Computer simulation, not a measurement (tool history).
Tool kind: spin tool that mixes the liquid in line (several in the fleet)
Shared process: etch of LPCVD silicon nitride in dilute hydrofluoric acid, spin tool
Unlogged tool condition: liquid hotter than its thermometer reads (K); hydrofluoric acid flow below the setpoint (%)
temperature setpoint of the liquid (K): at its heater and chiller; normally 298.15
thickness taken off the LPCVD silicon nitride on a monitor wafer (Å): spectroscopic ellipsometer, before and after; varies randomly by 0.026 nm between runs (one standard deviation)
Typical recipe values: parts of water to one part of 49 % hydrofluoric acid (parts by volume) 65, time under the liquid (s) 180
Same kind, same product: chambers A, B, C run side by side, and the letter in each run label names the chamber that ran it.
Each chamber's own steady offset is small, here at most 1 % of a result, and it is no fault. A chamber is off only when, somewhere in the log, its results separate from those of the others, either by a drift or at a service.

run	hour	temperature setpoint of the liquid (K)	parts of water to one part of 49 % hydrofluoric acid (parts by volume)	time under the liquid (s)	hours since the thermometer was replaced	hours since the hydrofluoric acid flow meter was replaced	read-back film thickness of the LPCVD silicon nitride reference wafer, read on the same gauge (nm)	thickness taken off the LPCVD silicon nitride on a monitor wafer (Å)
# hour 6.1: chamber A: hydrofluoric acid flow meter replaced
# hour 11.2: chamber C: hydrofluoric acid flow meter replaced
1C	12.3	298.15	65	180	322.6	1.2	110	14.883
2B	22.2	298.15	65	180	2146.3	1153.2	110.01	15.154
3A	34.2	298.15	65	180	563.4	28.1	109.98	14.924
4B	48.2	298.15	65	180	2172.3	1179.2	110	14.823
5A	56.4	293.15	65	285	585.6	50.3	109.99	16.854
6C	64	293.15	65	285	374.3	52.9	110	16.714
7A	74.7	293.15	65	285	603.9	68.6	110.01	16.965
8C	84.8	298.15	65	120	395.1	73.7	110	9.9954
9B	99.6	298.15	65	120	2223.7	1230.6	110.01	9.71
10A	112	298.15	65	120	641.2	105.9	109.97	10.036
11B	121.6	298.15	65	180	2245.7	1252.6	110.04	14.902
12C	131.2	296.15	65	260	441.5	120.1	109.99	18.963
13B	138.5	296.15	65	260	2262.6	1269.5	110.01	18.846
14C	150.2	296.15	65	260	460.5	139.1	110	18.861
15A	164.1	298.15	65	180	693.3	158	110.02	15.092
16B	172.3	298.15	65	180	2296.4	1303.3	110	14.9
17C	182.7	298.15	65	180	493	171.6	109.98	14.976
18A	192.9	298.15	65	180	722.1	186.8	110	14.832
# hour 203.3: chamber B: thermometer replaced
19B	204.2	298.15	65	180	0.9	1335.2	110.02	14.964
20C	216	298.15	65	180	526.3	204.9	109.98	14.985
21A	228.3	298.15	65	180	757.5	222.2	110.01	14.762
22B	238.3	298.15	65	180	35	1369.3	110	14.228
23A	251.1	302.65	65	255	780.3	245	109.98	28.912
24C	259.9	302.65	65	255	570.2	248.8	110	29.129
25B	270.4	302.65	65	255	67.1	1401.4	110.01	26.596
26C	285.6	298.15	65	180	595.9	274.5	110.03	14.472
27A	295.8	298.15	65	145	825	289.7	110.01	12.266
28A	307	298.15	65	145	836.2	300.9	109.97	12.44
29C	321.3	298.15	65	145	631.6	310.2	109.97	12.133
30B	332.5	298.15	65	180	129.2	1463.5	110	13.816
31A	347	298.15	65	180	876.2	340.9	110	14.695
32C	360.5	298.15	65	180	670.8	349.4	110	14.546
33B	372.4	298.15	65	180	169.1	1503.4	110.02	13.657
34A	384.4	298.15	65	180	913.6	378.3	110.02	14.963
35C	393.6	298.15	65	180	703.9	382.5	110	14.92
36B	402.6	298.15	65	180	199.3	1533.6	110.01	13.643
37B	416.6	298.15	65	180	213.3	1547.6	110	12.802
38A	431.2	295.15	65	180	960.4	425.1	109.97	12.098
39C	439.1	295.15	65	180	749.4	428	110	11.981
40B	446	295.15	65	180	242.7	1577	110.01	10.758
41C	457.9	298.15	65	180	768.2	446.8	110	15.007
42A	469.2	298.15	65	180	998.4	463.1	110	15.098

Is one chamber out of step, is the gauge drifting, or do the chambers differ by no more than their own small offsets? For an off chamber, give its letter and the likeliest cause.

Chamber B drifts away from the others.
Cause: hydrofluoric acid flow below the setpoint (%) = 12.2.

Below are 4 candidate recipes for chamber B's next run, each the usual settings with a change, their results shown as question marks. Which of them brings B's results back in line with what the other chambers give on the usual settings?
Counts as in line when no further than this from what the other chambers average on the usual settings: thickness taken off the LPCVD silicon nitride on a monitor wafer (Å) 0.91
43B-1	480.1	298.65	60	180				?
43B-2	480.1	299.15	65	215				?
43B-3	480.1	297.65	70	155				?
43B-4	480.1	298.15	65	155				?

Usual-settings mean across the other chambers: thickness taken off the LPCVD silicon nitride on a monitor wafer (Å) 14.846
run	thickness taken off the LPCVD silicon nitride on a monitor wafer (Å)
43B-1	14.437
43B-2	16.472
43B-3	10
43B-4	11.118
The answer is 43B-1, which returns the chamber to within the allowed miss of the others.

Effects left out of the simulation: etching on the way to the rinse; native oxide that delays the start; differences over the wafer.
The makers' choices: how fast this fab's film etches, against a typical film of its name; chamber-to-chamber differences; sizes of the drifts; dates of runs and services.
